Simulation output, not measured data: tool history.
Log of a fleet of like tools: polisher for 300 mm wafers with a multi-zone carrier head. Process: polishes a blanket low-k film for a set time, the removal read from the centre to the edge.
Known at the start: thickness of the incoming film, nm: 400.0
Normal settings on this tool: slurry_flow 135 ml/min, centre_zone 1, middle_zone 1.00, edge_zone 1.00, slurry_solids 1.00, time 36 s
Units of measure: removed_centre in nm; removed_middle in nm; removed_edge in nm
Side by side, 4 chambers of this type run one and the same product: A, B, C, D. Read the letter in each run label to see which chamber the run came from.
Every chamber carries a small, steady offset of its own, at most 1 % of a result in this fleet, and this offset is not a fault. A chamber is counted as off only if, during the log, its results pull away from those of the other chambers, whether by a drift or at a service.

Run 1C, hour 4.6: usual settings. Result: removed_centre 16.846 nm, removed_middle 16.661 nm, removed_edge 16.774 nm.
Run 2B, hour 7.9: usual settings. Result: removed_centre 17.008 nm, removed_middle 16.581 nm, removed_edge 16.768 nm.
Run 3D, hour 10.3: usual settings. Result: removed_centre 16.563 nm, removed_middle 16.527 nm, removed_edge 16.589 nm.
Run 4A, hour 14.5: usual settings. Result: removed_centre 16.252 nm, removed_middle 16.501 nm, removed_edge 16.375 nm.
Run 5A, hour 19.1: usual settings. Result: removed_centre 16.786 nm, removed_middle 16.254 nm, removed_edge 16.233 nm.
Run 6B, hour 21.8: usual settings. Result: removed_centre 16.652 nm, removed_middle 16.808 nm, removed_edge 17.226 nm.
Run 7D, hour 25.5: usual settings. Result: removed_centre 16.948 nm, removed_middle 16.802 nm, removed_edge 16.471 nm.
Run 8C, hour 29.6: usual settings. Result: removed_centre 17.115 nm, removed_middle 16.126 nm, removed_edge 16.646 nm.
Run 9D, hour 32.3: usual settings. Result: removed_centre 16.293 nm, removed_middle 16.512 nm, removed_edge 16.533 nm.
Run 10B, hour 34.3: usual settings. Result: removed_centre 16.468 nm, removed_middle 16.798 nm, removed_edge 16.817 nm.
Run 11A, hour 37.8: usual settings. Result: removed_centre 16.793 nm, removed_middle 16.651 nm, removed_edge 16.621 nm.
Run 12C, hour 40.1: usual settings. Result: removed_centre 17.037 nm, removed_middle 16.423 nm, removed_edge 16.953 nm.
Run 13C, hour 42.9: usual settings but middle_zone 0.95, slurry_solids 1.15. Result: removed_centre 17.329 nm, removed_middle 16.936 nm, removed_edge 17.636 nm.
Run 14A, hour 45.8: usual settings but middle_zone 0.95, slurry_solids 1.15. Result: removed_centre 17.783 nm, removed_middle 16.517 nm, removed_edge 17.796 nm.
Run 15B, hour 48.7: usual settings but middle_zone 0.95, slurry_solids 1.15. Result: removed_centre 17.589 nm, removed_middle 16.876 nm, removed_edge 17.824 nm.
Run 16D, hour 51.8: usual settings but middle_zone 0.95, slurry_solids 1.15. Result: removed_centre 17.482 nm, removed_middle 16.377 nm, removed_edge 17.089 nm.
Run 17B, hour 56.1: usual settings. Result: removed_centre 16.588 nm, removed_middle 16.879 nm, removed_edge 16.437 nm.
Run 18A, hour 58.3: usual settings but edge_zone 0.91. Result: removed_centre 16.964 nm, removed_middle 16.561 nm, removed_edge 15.380 nm.
Run 19D, hour 61.2: usual settings but edge_zone 0.91. Result: removed_centre 16.115 nm, removed_middle 16.070 nm, removed_edge 15.201 nm.
Run 20C, hour 64.2: usual settings but edge_zone 0.91. Result: removed_centre 16.532 nm, removed_middle 16.700 nm, removed_edge 16.187 nm.
Run 21B, hour 66.3: usual settings but edge_zone 0.91. Result: removed_centre 16.869 nm, removed_middle 16.835 nm, removed_edge 16.224 nm.
Run 22D, hour 68.7: usual settings. Result: removed_centre 16.122 nm, removed_middle 16.016 nm, removed_edge 16.138 nm.
At hour 69.9: chamber A: worn pad replaced by a new one.
At hour 70.8: chamber C: worn pad replaced by a new one.
Run 23A, hour 70.9: usual settings. Result: removed_centre 16.270 nm, removed_middle 16.442 nm, removed_edge 16.532 nm.
Run 24C, hour 73.4: usual settings. Result: removed_centre 16.629 nm, removed_middle 16.292 nm, removed_edge 16.851 nm.
Run 25C, hour 76.7: usual settings. Result: removed_centre 16.435 nm, removed_middle 16.454 nm, removed_edge 16.766 nm.
Run 26B, hour 81.0: usual settings. Result: removed_centre 16.488 nm, removed_middle 16.603 nm, removed_edge 16.729 nm.
Run 27A, hour 84.4: usual settings. Result: removed_centre 16.366 nm, removed_middle 16.369 nm, removed_edge 16.493 nm.
Run 28D, hour 87.0: usual settings. Result: removed_centre 15.400 nm, removed_middle 15.119 nm, removed_edge 15.494 nm.
Run 29A, hour 90.5: usual settings. Result: removed_centre 16.913 nm, removed_middle 16.640 nm, removed_edge 16.244 nm.
Run 30B, hour 94.3: usual settings. Result: removed_centre 16.647 nm, removed_middle 16.602 nm, removed_edge 16.310 nm.
Run 31C, hour 98.3: usual settings. Result: removed_centre 16.558 nm, removed_middle 16.287 nm, removed_edge 16.836 nm.

Next, every chamber runs the same settings. What will each give?
Run 32A, hour 101.6: usual settings but slurry_solids 1.10. Result: removed_centre ?, removed_middle ?, removed_edge ?.
Run 32B, hour 101.6: usual settings but slurry_solids 1.10. Result: removed_centre ?, removed_middle ?, removed_edge ?.
Run 32C, hour 101.6: usual settings but slurry_solids 1.10. Result: removed_centre ?, removed_middle ?, removed_edge ?.
Run 32D, hour 101.6: usual settings but slurry_solids 1.10. Result: removed_centre ?, removed_middle ?, removed_edge ?.

run  removed_centre  removed_middle  removed_edge
32A          17.331          17.294        17.186
32B          17.355          17.700        17.060
32C          17.617          17.027        17.474
32D          14.877          15.035        16.135

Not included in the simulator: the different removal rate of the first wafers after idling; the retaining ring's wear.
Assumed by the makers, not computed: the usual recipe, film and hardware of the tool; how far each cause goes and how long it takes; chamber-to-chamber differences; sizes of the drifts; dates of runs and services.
